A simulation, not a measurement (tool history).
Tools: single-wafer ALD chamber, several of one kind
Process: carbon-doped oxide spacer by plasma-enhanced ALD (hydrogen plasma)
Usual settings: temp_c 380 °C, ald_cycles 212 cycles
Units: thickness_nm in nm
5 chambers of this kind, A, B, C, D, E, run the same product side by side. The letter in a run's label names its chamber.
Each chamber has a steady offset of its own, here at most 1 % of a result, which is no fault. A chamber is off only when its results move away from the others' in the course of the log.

run	hour	temp_c	ald_cycles	hours since the last thermocouple change	read-back reference wafer on the same gauge, thickness_nm	thickness_nm
1B	5.6	380	212	1084.0	9.7034	10.481
2E	9.3	380	212	1087.4	9.6985	10.619
3C	14.5	380	212	2187.6	9.6969	10.633
4A	21.0	380	212	1021.2	9.6958	10.570
5D	25.0	380	212	380.9	9.6933	10.567
6C	31.3	392	212	2204.4	9.6981	10.616
7E	38.6	392	212	1116.7	9.6958	10.620
8B	44.4	392	212	1122.8	9.6938	10.503
9A	48.9	392	212	1049.1	9.6919	10.586
10D	55.6	392	212	411.5	9.6899	10.555
11C	62.3	380	212	2235.4	9.6893	10.630
12E	69.4	380	212	1147.5	9.6859	10.621
13B	76.6	380	212	1155.0	9.6867	10.482
14D	84.2	394	212	440.1	9.6835	10.559
15A	88.9	394	212	1089.1	9.6864	10.555
# hour 93.0: chamber E: thermocouple changed; heater temperature recalibrated
16E	95.3	394	212	2.3	9.6825	10.601
17D	99.7	394	212	455.6	9.6821	10.554
18A	107.4	394	212	1107.6	9.6800	10.553
19C	115.1	380	212	2288.2	9.6798	10.621
20B	121.9	380	212	1200.3	9.6772	10.482
21C	125.9	380	212	2299.0	9.6787	10.627
22B	129.4	380	212	1207.8	9.6757	10.475
23E	134.5	380	212	41.5	9.6759	10.594
# hour 136.4: chamber A: thermocouple changed; heater temperature recalibrated
24D	139.8	380	212	495.7	9.6759	10.547
25A	143.9	380	212	7.6	9.6743	10.522
26D	149.9	380	212	505.8	9.6725	10.550
27C	156.4	388	212	2329.5	9.6731	10.608
28B	163.2	388	212	1241.6	9.6703	10.457
29E	167.2	388	212	74.2	9.6663	10.591
30A	171.4	388	212	35.1	9.6713	10.544
31B	177.0	388	212	1255.4	9.6687	10.455
32E	183.0	380	212	90.0	9.6687	10.598
33A	187.5	380	212	51.2	9.6664	10.533
34D	191.4	380	212	547.3	9.6657	10.537
35C	195.4	380	212	2368.5	9.6631	10.585
36A	201.4	380	212	65.1	9.6647	10.535
37B	207.5	380	212	1285.9	9.6650	10.455
38E	211.3	380	212	118.3	9.6625	10.597
39D	215.1	373	225	571.0	9.6615	11.173
40C	218.9	373	225	2392.0	9.6612	11.237
41A	223.7	373	225	87.4	9.6609	11.183
42D	231.4	373	225	587.3	9.6610	11.173
43C	234.8	373	225	2407.9	9.6595	11.233

Is one chamber off against the others, does the gauge drift, or is nothing wrong? If a chamber is off, say which, and what the likeliest cause is.

The gauge drifts, so all chambers seem to drift together. No chamber is off.
Cause: gauge reads low (%) = 0.44.
